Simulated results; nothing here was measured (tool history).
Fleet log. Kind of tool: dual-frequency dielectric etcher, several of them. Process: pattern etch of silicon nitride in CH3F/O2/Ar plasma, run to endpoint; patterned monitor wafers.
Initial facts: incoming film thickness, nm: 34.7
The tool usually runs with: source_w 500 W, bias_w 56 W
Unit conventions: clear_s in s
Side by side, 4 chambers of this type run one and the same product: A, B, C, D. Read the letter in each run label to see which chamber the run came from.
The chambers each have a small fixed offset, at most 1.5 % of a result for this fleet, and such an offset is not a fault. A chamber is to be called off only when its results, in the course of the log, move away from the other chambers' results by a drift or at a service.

run,day,source_w,bias_w,hours since the last wet clean,hours since the last source power generator calibration,hours since the last bias power generator calibration,clear_s
1D,0.362,500,56,344,1734,290.5,50.526
2A,0.667,500,56,296.1,2695.6,1424.8,49.953
3B,0.908,500,56,380.1,1078.8,1639.7,50.673
4C,1.375,500,56,335.7,198.8,452,50.019
5C,1.871,500,56,347.6,210.7,463.9,49.858
6D,2.329,500,56,391.2,1781.2,337.7,51.078
# day 2.583: chamber B: wet clean of the chamber
7B,2.721,500,56,3.3,1122.3,1683.2,51.67
8A,3.046,500,56,353.2,2752.7,1481.9,49.834
9C,3.312,500,56,382.2,245.3,498.5,50.217
# day 3.479: chamber D: wet clean of the chamber
10B,3.562,500,56,23.5,1142.5,1703.4,51.441
11A,3.788,500,56,371,2770.5,1499.7,49.659
12D,4.054,500,56,13.8,1822.6,379.1,50.694
13D,4.446,500,56,23.2,1832,388.5,51.204
14C,4.671,500,56,414.8,277.9,531.1,50.097
15A,5.125,500,56,403.1,2802.6,1531.8,50.079
16B,5.429,500,56,68.3,1187.3,1748.2,52.106
17B,5.788,500,56,76.9,1195.9,1756.8,51.994
18D,6.2,500,56,65.3,1874.1,430.6,50.886
19A,6.592,500,56,438.3,2837.8,1567,49.899
20C,6.971,620,43,470,333.1,586.3,49.855
21C,7.304,620,43,478,341.1,594.3,49.867
22B,7.721,620,43,123.3,1242.3,1803.2,51.538
# day 7.971: chamber A: wet clean of the chamber
23A,8.208,620,43,5.8,2876.6,1605.8,49.548
24D,8.45,500,56,119.3,1928.1,484.6,50.726

Predict what each chamber gives when all 4 of them run the settings below next.
25A,8.812,500,56,,,,?
25B,8.812,500,56,,,,?
25C,8.812,500,56,,,,?
25D,8.812,500,56,,,,?

run,clear_s
25A,49.969
25B,51.706
25C,49.996
25D,50.845
